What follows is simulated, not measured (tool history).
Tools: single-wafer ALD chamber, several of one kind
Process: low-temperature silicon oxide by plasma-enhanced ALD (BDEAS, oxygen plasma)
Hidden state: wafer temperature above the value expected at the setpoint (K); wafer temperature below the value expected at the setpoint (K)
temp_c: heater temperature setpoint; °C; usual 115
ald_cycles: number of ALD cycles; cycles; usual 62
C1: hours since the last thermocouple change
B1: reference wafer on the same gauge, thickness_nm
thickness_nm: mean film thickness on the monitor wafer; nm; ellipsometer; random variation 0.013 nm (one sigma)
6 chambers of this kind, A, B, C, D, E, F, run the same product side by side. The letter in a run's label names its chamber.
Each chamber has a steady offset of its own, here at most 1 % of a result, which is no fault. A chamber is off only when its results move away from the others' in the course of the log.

{"run": "1F", "hour": 14.8, "temp_c": 115, "ald_cycles": 62, "C1": 949.1, "B1": 7.9639, "thickness_nm": 8.5748}
{"run": "2E", "hour": 23.8, "temp_c": 115, "ald_cycles": 62, "C1": 643.4, "B1": 7.9638, "thickness_nm": 8.6119}
{"run": "3B", "hour": 32.7, "temp_c": 115, "ald_cycles": 62, "C1": 2510.5, "B1": 7.9683, "thickness_nm": 8.6915}
{"run": "4D", "hour": 43.9, "temp_c": 115, "ald_cycles": 62, "C1": 1759.8, "B1": 7.9644, "thickness_nm": 8.581}
{"run": "5C", "hour": 52.1, "temp_c": 115, "ald_cycles": 62, "C1": 151.4, "B1": 7.9619, "thickness_nm": 8.6502}
{"run": "6A", "hour": 63.0, "temp_c": 115, "ald_cycles": 62, "C1": 590.4, "B1": 7.9669, "thickness_nm": 8.5869}
{"run": "7A", "hour": 70.1, "temp_c": 115, "ald_cycles": 62, "C1": 597.5, "B1": 7.9668, "thickness_nm": 8.5969}
{"run": "8C", "hour": 81.9, "temp_c": 115, "ald_cycles": 62, "C1": 181.2, "B1": 7.9651, "thickness_nm": 8.651}
{"run": "9D", "hour": 90.4, "temp_c": 115, "ald_cycles": 62, "C1": 1806.3, "B1": 7.9657, "thickness_nm": 8.5795}
{"run": "10E", "hour": 98.7, "temp_c": 115, "ald_cycles": 62, "C1": 718.3, "B1": 7.9701, "thickness_nm": 8.6467}
{"run": "11B", "hour": 105.1, "temp_c": 115, "ald_cycles": 62, "C1": 2582.9, "B1": 7.9706, "thickness_nm": 8.719}
{"run": "12F", "hour": 112.4, "temp_c": 115, "ald_cycles": 62, "C1": 1046.7, "B1": 7.9707, "thickness_nm": 8.5954}
{"run": "13C", "hour": 124.9, "temp_c": 115, "ald_cycles": 62, "C1": 224.2, "B1": 7.9713, "thickness_nm": 8.6693}
{"hour": 132.3, "done": "chamber B: thermocouple changed; heater temperature recalibrated"}
{"run": "14D", "hour": 137.1, "temp_c": 115, "ald_cycles": 62, "C1": 1853, "B1": 7.9741, "thickness_nm": 8.5849}
{"run": "15A", "hour": 150.5, "temp_c": 128, "ald_cycles": 74, "C1": 677.9, "B1": 7.9795, "thickness_nm": 10.049}
{"run": "16E", "hour": 162.4, "temp_c": 128, "ald_cycles": 74, "C1": 782, "B1": 7.9795, "thickness_nm": 10.075}
{"run": "17B", "hour": 174.3, "temp_c": 128, "ald_cycles": 74, "C1": 42.1, "B1": 7.979, "thickness_nm": 10.159}
{"run": "18F", "hour": 187.2, "temp_c": 128, "ald_cycles": 74, "C1": 1121.5, "B1": 7.9803, "thickness_nm": 10.049}
{"run": "19E", "hour": 200.7, "temp_c": 128, "ald_cycles": 74, "C1": 820.3, "B1": 7.9827, "thickness_nm": 10.071}
{"run": "20B", "hour": 212.2, "temp_c": 128, "ald_cycles": 74, "C1": 80, "B1": 7.9826, "thickness_nm": 10.187}
{"run": "21C", "hour": 221.5, "temp_c": 115, "ald_cycles": 62, "C1": 320.8, "B1": 7.9836, "thickness_nm": 8.6595}
{"run": "22D", "hour": 235.1, "temp_c": 115, "ald_cycles": 62, "C1": 1951, "B1": 7.9849, "thickness_nm": 8.6021}
{"run": "23F", "hour": 249.3, "temp_c": 115, "ald_cycles": 62, "C1": 1183.6, "B1": 7.9836, "thickness_nm": 8.641}
{"run": "24A", "hour": 262.6, "temp_c": 115, "ald_cycles": 62, "C1": 790, "B1": 7.99, "thickness_nm": 8.6277}
{"run": "25C", "hour": 276.5, "temp_c": 115, "ald_cycles": 62, "C1": 375.8, "B1": 7.9905, "thickness_nm": 8.661}
{"run": "26E", "hour": 286.3, "temp_c": 115, "ald_cycles": 62, "C1": 905.9, "B1": 7.9912, "thickness_nm": 8.6931}
{"run": "27F", "hour": 298.7, "temp_c": 115, "ald_cycles": 62, "C1": 1233, "B1": 7.9938, "thickness_nm": 8.6289}
{"run": "28B", "hour": 307.7, "temp_c": 115, "ald_cycles": 62, "C1": 175.5, "B1": 7.9937, "thickness_nm": 8.7537}
{"run": "29A", "hour": 316.6, "temp_c": 115, "ald_cycles": 62, "C1": 844, "B1": 7.9938, "thickness_nm": 8.596}
{"run": "30D", "hour": 331.0, "temp_c": 115, "ald_cycles": 62, "C1": 2046.9, "B1": 7.9954, "thickness_nm": 8.6052}
{"run": "31A", "hour": 339.2, "temp_c": 115, "ald_cycles": 62, "C1": 866.6, "B1": 7.9975, "thickness_nm": 8.5995}
{"run": "32C", "hour": 352.3, "temp_c": 115, "ald_cycles": 62, "C1": 451.6, "B1": 7.9957, "thickness_nm": 8.6906}
{"run": "33E", "hour": 366.0, "temp_c": 115, "ald_cycles": 62, "C1": 985.6, "B1": 7.999, "thickness_nm": 8.654}
{"run": "34D", "hour": 374.9, "temp_c": 115, "ald_cycles": 62, "C1": 2090.8, "B1": 8.0024, "thickness_nm": 8.618}
{"run": "35B", "hour": 382.2, "temp_c": 115, "ald_cycles": 62, "C1": 250, "B1": 7.9996, "thickness_nm": 8.7216}
{"run": "36F", "hour": 393.7, "temp_c": 115, "ald_cycles": 51, "C1": 1328, "B1": 8.0056, "thickness_nm": 7.1136}
{"run": "37F", "hour": 406.3, "temp_c": 115, "ald_cycles": 51, "C1": 1340.6, "B1": 8.0041, "thickness_nm": 7.1064}
{"run": "38A", "hour": 416.6, "temp_c": 115, "ald_cycles": 51, "C1": 944, "B1": 8.0068, "thickness_nm": 7.0845}
{"run": "39D", "hour": 429.0, "temp_c": 115, "ald_cycles": 51, "C1": 2144.9, "B1": 8.0029, "thickness_nm": 7.1157}
{"run": "40E", "hour": 440.0, "temp_c": 115, "ald_cycles": 51, "C1": 1059.6, "B1": 8.0082, "thickness_nm": 7.1295}
{"run": "41B", "hour": 453.1, "temp_c": 115, "ald_cycles": 51, "C1": 320.9, "B1": 8.0098, "thickness_nm": 7.2024}

All 6 chambers run these settings next. Forecast each chamber's results:
{"run": "42A", "hour": 463.8, "temp_c": 115, "ald_cycles": 62, "thickness_nm": "?"}
{"run": "42B", "hour": 463.8, "temp_c": 115, "ald_cycles": 62, "thickness_nm": "?"}
{"run": "42C", "hour": 463.8, "temp_c": 115, "ald_cycles": 62, "thickness_nm": "?"}
{"run": "42D", "hour": 463.8, "temp_c": 115, "ald_cycles": 62, "thickness_nm": "?"}
{"run": "42E", "hour": 463.8, "temp_c": 115, "ald_cycles": 62, "thickness_nm": "?"}
{"run": "42F", "hour": 463.8, "temp_c": 115, "ald_cycles": 62, "thickness_nm": "?"}

run=42A thickness_nm=8.6334
run=42B thickness_nm=8.7563
run=42C thickness_nm=8.7056
run=42D thickness_nm=8.6344
run=42E thickness_nm=8.6936
run=42F thickness_nm=8.6613

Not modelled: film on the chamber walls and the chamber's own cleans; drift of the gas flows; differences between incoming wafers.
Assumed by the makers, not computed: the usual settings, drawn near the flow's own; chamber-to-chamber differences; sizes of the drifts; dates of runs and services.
